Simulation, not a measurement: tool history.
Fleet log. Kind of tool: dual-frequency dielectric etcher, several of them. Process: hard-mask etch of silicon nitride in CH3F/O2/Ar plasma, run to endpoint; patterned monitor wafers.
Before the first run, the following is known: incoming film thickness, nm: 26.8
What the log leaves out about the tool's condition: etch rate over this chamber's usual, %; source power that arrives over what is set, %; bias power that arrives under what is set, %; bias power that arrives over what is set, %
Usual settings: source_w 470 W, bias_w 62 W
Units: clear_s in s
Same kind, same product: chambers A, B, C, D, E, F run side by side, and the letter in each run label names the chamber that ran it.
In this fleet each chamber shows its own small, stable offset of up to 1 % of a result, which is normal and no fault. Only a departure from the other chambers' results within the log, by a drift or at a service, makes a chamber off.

run,hour,source_w,bias_w,hours since the last wet clean,hours since the last source power generator calibration,hours since the last bias power generator calibration,clear_s
1D,7.1,470,62,138.1,337.4,2264.8,37.984
2C,12.3,470,62,186.8,2582.3,296.3,38.244
3F,20.9,470,62,80.7,22.5,1233.4,38.656
4E,25.2,470,62,413.5,1094.8,2422.3,37.709
5A,31.5,470,62,202.7,484.6,1538.2,38.491
# hour 33.8: chamber E: wet clean of the chamber
6B,37.1,470,62,383.4,1458.6,2007.2,38.288
7D,45.9,470,62,176.9,376.2,2303.6,38.263
8E,52.3,400,72,18.6,1121.9,2449.4,38.626
9C,61.2,400,72,235.7,2631.2,345.2,38.578
# hour 66.1: chamber B: wet clean of the chamber
10B,66.9,400,72,0.8,1488.4,2037,38.57
11A,72.8,400,72,244,525.9,1579.5,38.646
12F,80.3,400,72,140.1,81.9,1292.8,38.505
13A,87,400,72,258.2,540.1,1593.7,38.802
14E,93,470,62,59.3,1162.6,2490.1,38.073
15F,99.6,470,62,159.4,101.2,1312.1,38.247
16D,104.2,470,62,235.2,434.5,2361.9,38.191
17C,113.4,470,62,287.9,2683.4,397.4,38.022
18B,122.7,470,62,56.6,1544.2,2092.8,38.654
19A,131.9,470,62,303.1,585,1638.6,38.401
20D,138.5,470,62,269.5,468.8,2396.2,37.875
21C,144.5,470,62,319,2714.5,428.5,37.804
22F,149.3,510,51,209.1,150.9,1361.8,39.734
23B,154.3,510,51,88.2,1575.8,2124.4,39.642
24E,158.8,510,51,125.1,1228.4,2555.9,39.351
25B,166,510,51,99.9,1587.5,2136.1,39.597
26A,174.1,510,51,345.3,627.2,1680.8,39.182
27C,180.8,510,51,355.3,2750.8,464.8,38.603
28D,187.7,550,49,318.7,518,2445.4,38.249
29F,193.8,550,49,253.6,195.4,1406.3,38.914
30E,198.3,550,49,164.6,1267.9,2595.4,38.071
31F,206.6,550,49,266.4,208.2,1419.1,38.654
32B,215.3,550,49,149.2,1636.8,2185.4,38.728
33E,219.5,550,49,185.8,1289.1,2616.6,38.354
34D,228.6,470,62,359.6,558.9,2486.3,38.094
35C,238.3,470,62,412.8,2808.3,522.3,37.3
# hour 242.2: chamber A: wet clean of the chamber
36A,243,560,68,0.8,696.1,1749.7,34.73
37F,251.5,560,68,311.3,253.1,1464,34.851
38A,260.8,560,68,18.6,713.9,1767.5,34.858
39B,268.8,560,68,202.7,1690.3,2238.9,34.965
40D,274,560,68,405,604.3,2531.7,34.501
41E,278.4,560,68,244.7,1348,2675.5,34.643
42C,283,470,62,457.5,2853,567,36.692
43C,288.8,470,62,463.3,2858.8,572.8,36.666
44B,296,470,62,229.9,1717.5,2266.1,38.168

Has any chamber moved away from the others, gradually or after a service, or does the common gauge drift, or do the chambers differ only by their own small steady offsets? State the chamber and the most likely cause if one applies.

Chamber C drifts away from the others.
What lies behind it: etch rate over this chamber's usual, % = 4.83.

Chamber C could run next with any of the 4 candidate recipes listed below; each alters the usual settings, and their results appear as question marks. Which one brings its results back in line with what the other chambers deliver on the usual settings?
To be in line, a result may differ from the other chambers' mean on the usual settings by at most: clear_s 0.7 s
45C-1,303,470,70,,,,?
45C-2,303,470,54,,,,?
45C-3,303,460,61,,,,?
45C-4,303,480,63,,,,?

The other chambers' mean on the usual settings: clear_s 38.2 s
run,clear_s
45C-1,35.083
45C-2,38.201
45C-3,37.034
45C-4,36.047
It is 45C-2 that realigns the chamber with its peers.
